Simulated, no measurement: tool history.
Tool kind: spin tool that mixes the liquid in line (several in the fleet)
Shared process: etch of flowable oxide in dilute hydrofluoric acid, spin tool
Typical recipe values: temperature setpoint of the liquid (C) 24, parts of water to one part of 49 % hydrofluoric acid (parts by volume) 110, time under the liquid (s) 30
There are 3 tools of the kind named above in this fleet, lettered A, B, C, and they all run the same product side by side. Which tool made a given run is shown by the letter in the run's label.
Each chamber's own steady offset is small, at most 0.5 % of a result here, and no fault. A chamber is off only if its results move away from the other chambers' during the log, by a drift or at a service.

run    day  temperature setpoint of the liquid (C)  parts of water to one part of 49 % hydrofluoric acid (parts by volume)  time under the liquid (s)  hours since the thermometer was replaced  hours since the hydrofluoric acid flow meter was replaced  read-back film thickness of the flowable oxide reference wafer, read on the same gauge (nm)  thickness taken off the flowable oxide on a monitor wafer (angstrom)
 1A  0.121                                      24                                                                     110                         30                                       694                                                     1192.3                                                                                       100.02                                                                102.28
 2B  0.358                                      24                                                                     110                         30                                     137.7                                                      243.9                                                                                       100.03                                                                100.49
 3C  0.567                                      24                                                                     110                         30                                      1437                                                     1786.5                                                                                       100.02                                                                 101.2
 4C  0.704                                      24                                                                     110                         30                                    1440.3                                                     1789.8                                                                                          100                                                                101.39
 5B  0.854                                      24                                                                     110                         30                                     149.6                                                      255.8                                                                                       100.02                                                                101.28
 6A  1.042                                      24                                                                     110                         30                                     716.1                                                     1214.4                                                                                       99.971                                                                101.28
 7A  1.229                                      24                                                                     110                         30                                     720.6                                                     1218.9                                                                                          100                                                                101.63
 8C  1.438                                      22                                                                     110                         45                                    1457.9                                                     1807.4                                                                                       100.01                                                                140.18
 9B  1.546                                      22                                                                     110                         45                                     166.2                                                      272.4                                                                                       99.973                                                                139.44
10C    1.8                                      22                                                                     110                         45                                    1466.6                                                     1816.1                                                                                       99.997                                                                141.09
11A  2.004                                      24                                                                     110                         30                                     739.2                                                     1237.5                                                                                       100.02                                                                101.89
12B  2.171                                      24                                                                     110                         30                                     181.2                                                      287.4                                                                                       99.976                                                                101.23
13A  2.325                                      24                                                                     110                         30                                     746.9                                                     1245.2                                                                                          100                                                                102.13
14B  2.479                                      24                                                                     110                         30                                     188.6                                                      294.8                                                                                       100.03                                                                100.94
     2.558  -- chamber A: thermometer replaced
15C  2.642                                      24                                                                     110                         30                                    1486.8                                                     1836.3                                                                                          100                                                                101.28
16B  2.838                                      24                                                                     110                         30                                     197.2                                                      303.4                                                                                       99.997                                                                100.37
17C  2.996                                    27.5                                                                     110                         30                                    1495.3                                                     1844.8                                                                                       99.965                                                                116.34
18A  3.108                                    27.5                                                                     110                         30                                      13.3                                                       1264                                                                                       99.961                                                                 116.4
19B  3.354                                    27.5                                                                     110                         30                                     209.6                                                      315.8                                                                                       100.03                                                                116.55
20A    3.6                                      24                                                                     110                         30                                      25.1                                                     1275.8                                                                                       99.977                                                                102.33
21C  3.733                                      24                                                                     110                         30                                      1513                                                     1862.5                                                                                          100                                                                101.36
22A  3.967                                      24                                                                     110                         30                                      33.9                                                     1284.6                                                                                       100.01                                                                102.23
23C    4.2                                      24                                                                      75                         30                                    1524.2                                                     1873.7                                                                                       100.03                                                                153.93
24B   4.45                                      24                                                                      75                         30                                     235.9                                                      342.1                                                                                          100                                                                153.36
25A  4.696                                      24                                                                      75                         30                                      51.4                                                     1302.1                                                                                       100.01                                                                155.29
26C  4.912                                      24                                                                     110                         30                                    1541.3                                                     1890.8                                                                                       100.01                                                                99.632
27B  5.108                                      24                                                                     110                         30                                     251.7                                                      357.9                                                                                       100.02                                                                100.48
28A  5.292                                      24                                                                     110                         30                                      65.7                                                     1316.4                                                                                       99.975                                                                101.87
29C    5.5                                      24                                                                     110                         30                                    1555.4                                                     1904.9                                                                                       99.979                                                                99.199
30B  5.725                                      24                                                                     110                         30                                     266.5                                                      372.7                                                                                       99.952                                                                100.07
31C  5.883                                      24                                                                     110                         30                                    1564.6                                                     1914.1                                                                                       99.987                                                                97.786
32B  6.112                                      24                                                                     110                         30                                     275.8                                                        382                                                                                        99.98                                                                 101.9
33A  6.275                                      24                                                                     110                         30                                      89.3                                                       1340                                                                                       100.03                                                                101.87
34C  6.529                                      24                                                                     110                         30                                    1580.1                                                     1929.6                                                                                          100                                                                98.518
35A  6.788                                      24                                                                     110                         30                                     101.6                                                     1352.3                                                                                          100                                                                101.12
36B  6.971                                      24                                                                     110                         30                                     296.4                                                      402.6                                                                                       99.977                                                                100.67
37B  7.146                                      24                                                                     110                         30                                     300.6                                                      406.8                                                                                       100.03                                                                101.47
38A    7.3                                      24                                                                     110                         30                                     113.9                                                     1364.6                                                                                       99.964                                                                101.36
39C  7.429                                      24                                                                     110                         30                                    1601.7                                                     1951.2                                                                                       99.999                                                                98.015
40B  7.658                                      24                                                                     110                         30                                     312.9                                                      419.1                                                                                       100.01                                                                101.22
41C  7.833                                      24                                                                     110                         30                                    1611.4                                                     1960.9                                                                                       100.03                                                                97.333
42A  8.012                                      24                                                                     110                         30                                       131                                                     1381.7                                                                                       100.03                                                                101.89
43A  8.242                                      24                                                                     110                         30                                     136.5                                                     1387.2                                                                                       99.963                                                                101.67

Is one chamber off against the others, does the gauge drift, or is nothing wrong? If a chamber is off, say which, and what the likeliest cause is.

One chamber, C, drifts off from the rest bit by bit.
Likeliest cause: liquid colder than its thermometer reads (K) = 1.32.
The log may not tell that from: hydrofluoric acid flow below the setpoint (%).

Chamber C could run next with any of the 4 candidate recipes listed below; each alters the usual settings, and their results appear as question marks. Which one brings its results back in line with what the other chambers deliver on the usual settings?
To be in line, a result may differ from the other chambers' mean on the usual settings by at most: thickness taken off the flowable oxide on a monitor wafer (angstrom) 1.5
44C-1  8.425                                      24                                                                     120                         30                                                                                                                                                                                                                                                                       ?
44C-2  8.425                                      24                                                                     115                         30                                                                                                                                                                                                                                                                       ?
44C-3  8.425                                    26.5                                                                     110                         30                                                                                                                                                                                                                                                                       ?
44C-4  8.425                                      24                                                                     105                         30                                                                                                                                                                                                                                                                       ?

Other chambers, usual settings, mean: thickness taken off the flowable oxide on a monitor wafer (angstrom) 101.21
  run  thickness taken off the flowable oxide on a monitor wafer (angstrom)
44C-1                                                                87.648
44C-2                                                                91.929
44C-3                                                                106.46
44C-4                                                                101.72
With 44C-4, the chamber falls back in line with the rest.
